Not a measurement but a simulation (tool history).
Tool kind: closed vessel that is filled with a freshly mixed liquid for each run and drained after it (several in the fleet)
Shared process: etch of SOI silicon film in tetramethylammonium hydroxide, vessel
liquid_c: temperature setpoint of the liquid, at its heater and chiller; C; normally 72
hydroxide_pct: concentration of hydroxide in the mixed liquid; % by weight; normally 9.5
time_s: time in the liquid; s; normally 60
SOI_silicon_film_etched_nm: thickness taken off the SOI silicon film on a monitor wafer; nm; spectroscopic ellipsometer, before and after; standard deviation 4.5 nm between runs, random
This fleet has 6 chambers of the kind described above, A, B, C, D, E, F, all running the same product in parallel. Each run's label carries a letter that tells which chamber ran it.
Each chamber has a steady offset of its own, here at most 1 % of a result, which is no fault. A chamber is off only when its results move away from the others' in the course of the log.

run,hour,liquid_c,hydroxide_pct,time_s,"read-back film thickness of the SOI silicon film reference wafer, read on the same gauge (nm)",SOI_silicon_film_etched_nm
1D,5.3,72,9.5,60,120.02,477.20
2E,10.0,72,9.5,60,120.03,479.16
3C,14.3,72,9.5,60,120.01,479.63
4F,19.8,72,9.5,60,120.01,480.45
5A,22.8,72,9.5,60,120.01,478.96
6B,27.7,72,9.5,60,120.05,482.61
7C,33.0,65,9.5,60,120.03,319.23
8F,38.8,65,9.5,60,120.00,322.00
9A,44.8,65,9.5,60,120.00,317.45
10D,50.4,65,9.5,60,119.96,319.09
11B,54.4,65,9.5,60,119.97,320.98
12E,60.0,65,9.5,60,120.05,310.30
13D,65.7,72,9.5,60,119.98,482.53
14C,69.7,72,9.5,60,120.01,468.46
15A,72.6,72,8.5,60,120.04,498.05
16F,78.6,72,8.5,60,119.99,495.59
17B,81.9,72,8.5,60,120.03,493.38
18E,85.4,72,8.5,60,120.02,493.45
19A,89.7,72,8.5,60,119.96,500.87
20B,92.8,72,8.5,60,120.02,491.85
21C,98.2,72,9.5,60,119.98,478.32
22D,103.6,72,9.5,60,120.05,469.69
23F,108.5,72,9.5,60,119.98,481.00
# hour 113.0: chamber A: thermometer replaced
24E,114.2,72,9.5,60,120.02,474.05
25A,116.9,72,9.5,60,120.03,478.55
26C,122.9,72,9.5,60,119.98,483.84
27F,127.4,72,9.5,60,119.98,478.44
28E,130.4,72,9.5,60,120.00,469.68
29B,134.8,72,9.5,60,120.01,485.18
30D,138.6,72,9.5,60,119.98,479.85
31A,144.6,72,9.5,60,120.02,466.12
32F,149.7,68,9.5,60,119.94,377.96
33C,155.4,68,9.5,60,120.01,370.98
# hour 157.9: chamber E: hydroxide flow meter replaced
34E,160.6,68,9.5,60,120.02,370.67
35B,165.9,68,9.5,60,120.02,382.64
36D,169.7,68,9.5,60,119.99,381.09

All chambers now run identical settings, listed one chamber a line with results as question marks. What results will each chamber show?
37A,174.2,72,8.0,60,,?
37B,174.2,72,8.0,60,,?
37C,174.2,72,8.0,60,,?
37D,174.2,72,8.0,60,,?
37E,174.2,72,8.0,60,,?
37F,174.2,72,8.0,60,,?

run,SOI_silicon_film_etched_nm
37A,504.06
37B,502.64
37C,496.18
37D,501.01
37E,500.05
37F,502.08
